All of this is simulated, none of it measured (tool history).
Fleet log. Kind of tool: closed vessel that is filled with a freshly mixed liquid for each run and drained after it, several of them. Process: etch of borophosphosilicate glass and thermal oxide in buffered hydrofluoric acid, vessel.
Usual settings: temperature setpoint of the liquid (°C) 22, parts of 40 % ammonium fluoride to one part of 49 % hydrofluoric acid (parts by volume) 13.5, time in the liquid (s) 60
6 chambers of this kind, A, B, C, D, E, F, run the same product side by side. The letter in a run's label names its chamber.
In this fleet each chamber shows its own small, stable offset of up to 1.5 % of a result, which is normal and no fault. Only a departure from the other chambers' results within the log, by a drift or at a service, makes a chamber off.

run,day,temperature setpoint of the liquid (°C),parts of 40 % ammonium fluoride to one part of 49 % hydrofluoric acid (parts by volume),time in the liquid (s),hours since the thermometer was replaced,hours since the hydrofluoric acid flow meter was replaced,"read-back film thickness of the borophosphosilicate glass reference wafer, read on the same gauge (nm)","read-back film thickness of the thermal oxide reference wafer, read on the same gauge (nm)",thickness taken off the borophosphosilicate glass on a monitor wafer (angstrom),thickness taken off the thermal oxide on a monitor wafer (angstrom)
1E,0.208,22,13.5,60,1084.2,480.2,110,70.016,548.97,503.77
2D,0.429,22,13.5,60,624.4,1027.9,110.01,70.005,547.87,492.22
3B,0.846,22,13.5,60,756.5,403.9,110.01,69.983,557.35,495.68
4F,1.067,22,13.5,60,1779.4,87.9,110.01,70.017,538.67,494.81
5C,1.271,22,13.5,60,953.2,364.1,109.98,70.023,548.78,497.66
# day 1.575: chamber C: thermometer replaced
6A,1.617,22,13.5,60,1419.5,53.6,109.97,70.003,539.92,493.81
7E,1.879,22,13.5,60,1124.3,520.3,110,70.016,555.8,500.54
8C,2.288,22,13.5,75,17.2,388.5,109.98,70.007,676.46,620.8
9D,2.538,22,13.5,75,675,1078.5,109.97,69.997,677.12,617.2
# day 2.592: chamber B: thermometer replaced
10B,2.908,22,13.5,75,7.6,453.4,109.99,70.012,681.98,605.36
11A,3.221,22,13.5,75,1458,92.1,110.01,69.992,673.93,618.52
12F,3.467,22,13.5,75,1837,145.5,109.99,70.003,678.76,619.59
13D,3.854,22,13.5,75,706.6,1110.1,109.98,69.995,678.61,613.97
14A,4.138,22,13.5,60,1480,114.1,110,69.995,532.3,493
15B,4.458,22,13.5,60,44.8,490.6,109.99,70.001,543.88,483.81
16C,4.804,22,13.5,60,77.6,448.9,110.03,69.974,547.17,495.55
17E,5.067,22,13.5,60,1200.8,596.8,110.01,70.009,550.01,501.52
18F,5.321,22,13.5,60,1881.5,190,110.01,69.982,542.47,495.09
19F,5.725,22,8.5,60,1891.2,199.7,109.99,70.006,839.39,754.21
20A,6.096,22,8.5,60,1527,161.1,109.99,69.994,824.13,762.36
21B,6.388,22,8.5,60,91.1,536.9,109.98,70.018,847.06,746.54
22C,6.65,22,8.5,60,121.9,493.2,110.01,69.997,835.56,772.51
23D,6.929,22,8.5,60,780.4,1183.9,110.01,70.005,845.68,752.04
24E,7.204,22,8.5,60,1252.1,648.1,109.99,69.991,826.29,750.97
25D,7.646,22,13.5,60,797.6,1201.1,110,70.008,541.82,490.12
26B,7.9,22,13.5,60,127.4,573.2,110,70.001,540.65,483.91
27E,8.167,22,13.5,60,1275.2,671.2,110.01,70.019,540.27,500.02
28F,8.392,22,13.5,60,1955.2,263.7,109.99,69.988,537.01,493.81
# day 8.508: chamber D: hydrofluoric acid flow meter replaced
29C,8.671,22,13.5,60,170.4,541.7,109.98,69.994,547.67,497.36
30A,8.867,22,13.5,60,1593.5,227.6,110.01,69.998,540,488.33
31B,9.283,22,13.5,60,160.6,606.4,109.98,70.006,545.51,484.99
32E,9.617,22,13.5,60,1310,706,110,70.003,543.21,501.82
# day 9.688: chamber E: hydrofluoric acid flow meter replaced
33A,9.812,22,13.5,60,1616.2,250.3,110,69.991,541.74,492.45
34F,10.1,22,13.5,60,1996.2,304.7,110.04,70.013,535.55,497.16
35D,10.329,19,13.5,90,862,43.7,110.01,69.994,687.83,620.87
36C,10.562,19,13.5,90,215.8,587.1,109.98,69.99,691.31,629.67
37E,10.912,19,13.5,90,1341.1,29.5,109.97,70.011,699.42,638.66

Predict what each chamber gives when all 6 of them run the settings below next.
38A,11.238,22,16.5,60,,,,,?,?
38B,11.238,22,16.5,60,,,,,?,?
38C,11.238,22,16.5,60,,,,,?,?
38D,11.238,22,16.5,60,,,,,?,?
38E,11.238,22,16.5,60,,,,,?,?
38F,11.238,22,16.5,60,,,,,?,?

run,thickness taken off the borophosphosilicate glass on a monitor wafer (angstrom),thickness taken off the thermal oxide on a monitor wafer (angstrom)
38A,439.91,408.53
38B,445.89,399.42
38C,439.84,404.98
38D,447.99,403.87
38E,446.85,410.09
38F,439.32,410.51
